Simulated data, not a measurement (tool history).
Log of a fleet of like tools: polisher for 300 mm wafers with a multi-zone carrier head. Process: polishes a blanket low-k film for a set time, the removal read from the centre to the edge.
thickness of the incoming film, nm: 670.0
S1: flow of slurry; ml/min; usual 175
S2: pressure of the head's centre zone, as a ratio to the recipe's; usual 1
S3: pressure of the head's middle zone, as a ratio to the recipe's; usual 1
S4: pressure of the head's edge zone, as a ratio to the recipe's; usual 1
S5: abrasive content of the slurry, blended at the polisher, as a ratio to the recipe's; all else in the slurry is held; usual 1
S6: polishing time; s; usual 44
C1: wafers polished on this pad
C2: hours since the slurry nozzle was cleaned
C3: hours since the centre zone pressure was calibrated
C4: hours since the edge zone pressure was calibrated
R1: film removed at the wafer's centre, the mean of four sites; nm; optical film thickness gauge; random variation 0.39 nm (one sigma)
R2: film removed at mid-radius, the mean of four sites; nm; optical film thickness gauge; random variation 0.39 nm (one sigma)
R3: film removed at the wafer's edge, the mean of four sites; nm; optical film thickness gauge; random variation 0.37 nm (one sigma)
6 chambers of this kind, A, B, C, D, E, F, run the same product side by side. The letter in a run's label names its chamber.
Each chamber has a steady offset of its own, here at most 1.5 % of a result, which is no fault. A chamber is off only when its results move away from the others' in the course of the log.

{"run": "1D", "day": 0.421, "S1": 175, "S2": 1, "S3": 1, "S4": 1, "S5": 1, "S6": 44, "C1": 933, "C2": 314.3, "C3": 267.7, "C4": 61.6, "R1": 27.202, "R2": 27.277, "R3": 27.374}
{"day": 0.562, "done": "chamber F: worn pad replaced by a new one"}
{"day": 0.562, "done": "chamber C: edge zone pressure recalibrated"}
{"day": 0.721, "done": "chamber A: centre zone pressure recalibrated"}
{"run": "2F", "day": 0.908, "S1": 175, "S2": 1, "S3": 1, "S4": 1, "S5": 1, "S6": 44, "C1": 124, "C2": 144.6, "C3": 555.4, "C4": 307.9, "R1": 26.959, "R2": 26.352, "R3": 26.535}
{"day": 0.962, "done": "chamber E: worn pad replaced by a new one"}
{"run": "3B", "day": 1.454, "S1": 175, "S2": 1, "S3": 1, "S4": 1, "S5": 1, "S6": 44, "C1": 1160, "C2": 538.1, "C3": 183, "C4": 327.7, "R1": 26.013, "R2": 26.449, "R3": 26.281}
{"day": 1.833, "done": "chamber C: worn pad replaced by a new one"}
{"day": 2.0, "done": "chamber A: edge zone pressure recalibrated"}
{"run": "4A", "day": 2.017, "S1": 175, "S2": 1, "S3": 1, "S4": 1, "S5": 1, "S6": 44, "C1": 900, "C2": 493.5, "C3": 31.1, "C4": 0.4, "R1": 26.795, "R2": 26.395, "R3": 27.486}
{"day": 2.092, "done": "chamber B: worn pad replaced by a new one"}
{"run": "5E", "day": 2.358, "S1": 175, "S2": 1, "S3": 1, "S4": 1, "S5": 1, "S6": 44, "C1": 500, "C2": 275.6, "C3": 986.2, "C4": 624.6, "R1": 27.319, "R2": 26.891, "R3": 26.415}
{"run": "6C", "day": 2.688, "S1": 175, "S2": 1, "S3": 1, "S4": 1, "S5": 1, "S6": 44, "C1": 306, "C2": 261.9, "C3": 271.5, "C4": 51.1, "R1": 26.619, "R2": 26.775, "R3": 27}
{"day": 2.979, "done": "chamber B: slurry nozzle cleaned"}
{"run": "7F", "day": 3.075, "S1": 175, "S2": 1, "S3": 1, "S4": 1, "S5": 1, "S6": 44, "C1": 899, "C2": 196.6, "C3": 607.4, "C4": 359.9, "R1": 26.276, "R2": 26.824, "R3": 26.501}
{"day": 3.117, "done": "chamber E: centre zone pressure recalibrated"}
{"day": 3.462, "done": "chamber A: worn pad replaced by a new one"}
{"run": "8B", "day": 3.504, "S1": 175, "S2": 1, "S3": 1, "S4": 1, "S5": 1, "S6": 44, "C1": 506, "C2": 12.7, "C3": 232.2, "C4": 376.9, "R1": 27.154, "R2": 27.277, "R3": 27.105}
{"run": "9D", "day": 3.967, "S1": 175, "S2": 1, "S3": 1, "S4": 1, "S5": 1, "S6": 44, "C1": 2201, "C2": 399.4, "C3": 352.8, "C4": 146.7, "R1": 26.694, "R2": 27.45, "R3": 26.574}
{"run": "10C", "day": 4.358, "S1": 175, "S2": 0.9, "S3": 1, "S4": 1, "S5": 1, "S6": 44, "C1": 904, "C2": 302, "C3": 311.6, "C4": 91.2, "R1": 23.837, "R2": 26.575, "R3": 26.473}
{"day": 4.412, "done": "chamber F: worn pad replaced by a new one"}
{"run": "11A", "day": 4.792, "S1": 175, "S2": 0.9, "S3": 1, "S4": 1, "S5": 1, "S6": 44, "C1": 476, "C2": 560.1, "C3": 97.7, "C4": 67, "R1": 23.705, "R2": 26.179, "R3": 28.034}
{"day": 4.925, "done": "chamber E: slurry nozzle cleaned"}
{"day": 5.079, "done": "chamber C: worn pad replaced by a new one"}
{"day": 5.262, "done": "chamber E: worn pad replaced by a new one"}
{"run": "12E", "day": 5.446, "S1": 175, "S2": 0.9, "S3": 1, "S4": 1, "S5": 1, "S6": 44, "C1": 66, "C2": 12.5, "C3": 56, "C4": 698.7, "R1": 23.841, "R2": 26.695, "R3": 26.635}
{"day": 5.642, "done": "chamber B: worn pad replaced by a new one"}
{"run": "13E", "day": 5.958, "S1": 175, "S2": 0.9, "S3": 1, "S4": 1, "S5": 1, "S6": 44, "C1": 249, "C2": 24.8, "C3": 68.3, "C4": 711, "R1": 23.54, "R2": 26.911, "R3": 27.346}
{"run": "14D", "day": 6.333, "S1": 175, "S2": 0.9, "S3": 1, "S4": 1, "S5": 1, "S6": 44, "C1": 3048, "C2": 456.2, "C3": 409.6, "C4": 203.5, "R1": 24.04, "R2": 27.268, "R3": 27.305}
{"run": "15C", "day": 6.688, "S1": 175, "S2": 0.9, "S3": 1, "S4": 1, "S5": 1, "S6": 44, "C1": 575, "C2": 357.9, "C3": 367.5, "C4": 147.1, "R1": 23.426, "R2": 26.266, "R3": 26.856}
{"run": "16F", "day": 7.321, "S1": 175, "S2": 1, "S3": 0.93, "S4": 1, "S5": 1, "S6": 36, "C1": 1041, "C2": 298.5, "C3": 709.3, "C4": 461.8, "R1": 22.032, "R2": 20.391, "R3": 22.213}
{"day": 7.446, "done": "chamber C: slurry nozzle cleaned"}
{"day": 7.588, "done": "chamber A: slurry nozzle cleaned"}
{"day": 7.617, "done": "chamber A: worn pad replaced by a new one"}
{"run": "17B", "day": 7.829, "S1": 175, "S2": 1, "S3": 0.93, "S4": 1, "S5": 1, "S6": 36, "C1": 783, "C2": 116.5, "C3": 336, "C4": 480.7, "R1": 21.734, "R2": 20.131, "R3": 22.228}
{"day": 8.179, "done": "chamber F: worn pad replaced by a new one"}
{"run": "18A", "day": 8.479, "S1": 175, "S2": 1, "S3": 0.93, "S4": 1, "S5": 1, "S6": 36, "C1": 309, "C2": 21.5, "C3": 186.2, "C4": 155.5, "R1": 22.101, "R2": 20.719, "R3": 22.038}
{"day": 8.575, "done": "chamber E: worn pad replaced by a new one"}
{"run": "19F", "day": 9.054, "S1": 175, "S2": 1, "S3": 0.93, "S4": 1, "S5": 1, "S6": 36, "C1": 313, "C2": 340.1, "C3": 750.9, "C4": 503.4, "R1": 22.319, "R2": 20.389, "R3": 22.641}
{"day": 9.342, "done": "chamber C: worn pad replaced by a new one"}
{"day": 9.479, "done": "chamber B: worn pad replaced by a new one"}
{"run": "20A", "day": 9.65, "S1": 175, "S2": 1, "S3": 0.93, "S4": 1, "S5": 1, "S6": 36, "C1": 728, "C2": 49.6, "C3": 214.3, "C4": 183.6, "R1": 22.577, "R2": 20.316, "R3": 22.293}
{"run": "21E", "day": 9.979, "S1": 175, "S2": 1, "S3": 0.93, "S4": 1, "S5": 1, "S6": 36, "C1": 502, "C2": 121.3, "C3": 164.8, "C4": 807.5, "R1": 22.709, "R2": 20.433, "R3": 22.459}
{"day": 10.229, "done": "chamber F: slurry nozzle cleaned"}
{"run": "22B", "day": 10.5, "S1": 175, "S2": 1, "S3": 1, "S4": 1, "S5": 1, "S6": 44, "C1": 365, "C2": 180.6, "C3": 400.1, "C4": 544.8, "R1": 27.074, "R2": 26.218, "R3": 26.954}
{"run": "23D", "day": 10.862, "S1": 175, "S2": 1, "S3": 1.11, "S4": 1, "S5": 1, "S6": 44, "C1": 4668, "C2": 564.9, "C3": 518.3, "C4": 312.2, "R1": 26.003, "R2": 27.628, "R3": 25.874}
{"day": 11.475, "done": "chamber A: worn pad replaced by a new one"}
{"run": "24C", "day": 11.533, "S1": 175, "S2": 1, "S3": 1.11, "S4": 1, "S5": 1, "S6": 44, "C1": 785, "C2": 98.1, "C3": 483.8, "C4": 263.4, "R1": 26.845, "R2": 29.293, "R3": 26.711}
{"run": "25F", "day": 11.858, "S1": 175, "S2": 1, "S3": 1.11, "S4": 1, "S5": 1, "S6": 44, "C1": 1316, "C2": 39.1, "C3": 818.2, "C4": 570.7, "R1": 27.132, "R2": 30.007, "R3": 26.898}
{"run": "26A", "day": 12.408, "S1": 175, "S2": 1, "S3": 1.11, "S4": 1, "S5": 1, "S6": 44, "C1": 334, "C2": 115.8, "C3": 280.5, "C4": 249.8, "R1": 26.779, "R2": 29.473, "R3": 26.935}
{"day": 12.446, "done": "chamber F: worn pad replaced by a new one"}
{"day": 12.738, "done": "chamber E: worn pad replaced by a new one"}
{"run": "27B", "day": 12.896, "S1": 175, "S2": 1, "S3": 1.11, "S4": 1, "S5": 1, "S6": 44, "C1": 1222, "C2": 238.1, "C3": 457.6, "C4": 602.3, "R1": 26.836, "R2": 29.556, "R3": 25.994}
{"run": "28D", "day": 13.538, "S1": 175, "S2": 1, "S3": 1.11, "S4": 1, "S5": 1, "S6": 44, "C1": 5625, "C2": 629.1, "C3": 582.5, "C4": 376.4, "R1": 24.509, "R2": 27.063, "R3": 24.051}
{"day": 13.6, "done": "chamber C: worn pad replaced by a new one"}
{"day": 13.692, "done": "chamber B: worn pad replaced by a new one"}
{"run": "29C", "day": 13.842, "S1": 175, "S2": 1, "S3": 1, "S4": 1, "S5": 1, "S6": 44, "C1": 86, "C2": 153.5, "C3": 539.2, "C4": 318.8, "R1": 26.399, "R2": 26.773, "R3": 26.72}
{"run": "30E", "day": 14.238, "S1": 175, "S2": 1, "S3": 1, "S4": 1, "S5": 1, "S6": 44, "C1": 537, "C2": 223.5, "C3": 267, "C4": 909.7, "R1": 26.829, "R2": 26.826, "R3": 27.068}
{"run": "31A", "day": 14.783, "S1": 175, "S2": 1, "S3": 1, "S4": 1, "S5": 1, "S6": 44, "C1": 1183, "C2": 172.8, "C3": 337.5, "C4": 306.8, "R1": 27.342, "R2": 26.691, "R3": 27.753}
{"run": "32D", "day": 15.083, "S1": 175, "S2": 1, "S3": 1, "S4": 1, "S5": 1, "S6": 44, "C1": 6178, "C2": 666.2, "C3": 619.6, "C4": 413.5, "R1": 24.634, "R2": 24.332, "R3": 25.028}
{"run": "33B", "day": 15.671, "S1": 175, "S2": 1, "S3": 1, "S4": 1, "S5": 1, "S6": 44, "C1": 708, "C2": 304.7, "C3": 524.2, "C4": 668.9, "R1": 26.732, "R2": 26.235, "R3": 26.03}
{"day": 16.112, "done": "chamber E: slurry nozzle cleaned"}
{"run": "34C", "day": 16.208, "S1": 175, "S2": 1, "S3": 1, "S4": 1, "S5": 1, "S6": 44, "C1": 933, "C2": 210.3, "C3": 596, "C4": 375.6, "R1": 26.905, "R2": 26.581, "R3": 26.639}
{"day": 16.317, "done": "chamber E: worn pad replaced by a new one"}
{"run": "35E", "day": 16.667, "S1": 175, "S2": 1, "S3": 1, "S4": 1, "S5": 1, "S6": 44, "C1": 126, "C2": 13.3, "C3": 325.3, "C4": 968, "R1": 27.322, "R2": 26.916, "R3": 26.239}
{"day": 17.033, "done": "chamber F: worn pad replaced by a new one"}
{"run": "36F", "day": 17.233, "S1": 175, "S2": 1, "S3": 1, "S4": 1, "S5": 1, "S6": 44, "C1": 72, "C2": 168.1, "C3": 947.2, "C4": 699.7, "R1": 26.732, "R2": 27.736, "R3": 26.994}
{"day": 17.454, "done": "chamber C: worn pad replaced by a new one"}
{"run": "37C", "day": 17.533, "S1": 175, "S2": 1, "S3": 1, "S4": 1, "S5": 1, "S6": 44, "C1": 28, "C2": 242.1, "C3": 627.8, "C4": 407.4, "R1": 27.011, "R2": 26.508, "R3": 27.489}
{"run": "38E", "day": 18.175, "S1": 140, "S2": 1, "S3": 1, "S4": 1, "S5": 1, "S6": 44, "C1": 665, "C2": 49.5, "C3": 361.5, "C4": 1004.2, "R1": 25.842, "R2": 26.032, "R3": 25.285}
{"run": "39F", "day": 18.829, "S1": 140, "S2": 1, "S3": 1, "S4": 1, "S5": 1, "S6": 44, "C1": 643, "C2": 206.4, "C3": 985.5, "C4": 738, "R1": 26.237, "R2": 26.029, "R3": 26.242}

Next, every chamber runs the same settings. What will each give?
{"run": "40A", "day": 19.317, "S1": 175, "S2": 1, "S3": 1, "S4": 1, "S5": 1, "S6": 44, "R1": "?", "R2": "?", "R3": "?"}
{"run": "40B", "day": 19.317, "S1": 175, "S2": 1, "S3": 1, "S4": 1, "S5": 1, "S6": 44, "R1": "?", "R2": "?", "R3": "?"}
{"run": "40C", "day": 19.317, "S1": 175, "S2": 1, "S3": 1, "S4": 1, "S5": 1, "S6": 44, "R1": "?", "R2": "?", "R3": "?"}
{"run": "40D", "day": 19.317, "S1": 175, "S2": 1, "S3": 1, "S4": 1, "S5": 1, "S6": 44, "R1": "?", "R2": "?", "R3": "?"}
{"run": "40E", "day": 19.317, "S1": 175, "S2": 1, "S3": 1, "S4": 1, "S5": 1, "S6": 44, "R1": "?", "R2": "?", "R3": "?"}
{"run": "40F", "day": 19.317, "S1": 175, "S2": 1, "S3": 1, "S4": 1, "S5": 1, "S6": 44, "R1": "?", "R2": "?", "R3": "?"}

run=40A R1=27.089 R2=27.327 R3=27.62
run=40B R1=25.854 R2=25.763 R3=25.286
run=40C R1=26.283 R2=26.795 R3=26.795
run=40D R1=23.338 R2=23.138 R3=23.76
run=40E R1=26.635 R2=27.116 R3=27.057
run=40F R1=27.229 R2=27.297 R3=26.245

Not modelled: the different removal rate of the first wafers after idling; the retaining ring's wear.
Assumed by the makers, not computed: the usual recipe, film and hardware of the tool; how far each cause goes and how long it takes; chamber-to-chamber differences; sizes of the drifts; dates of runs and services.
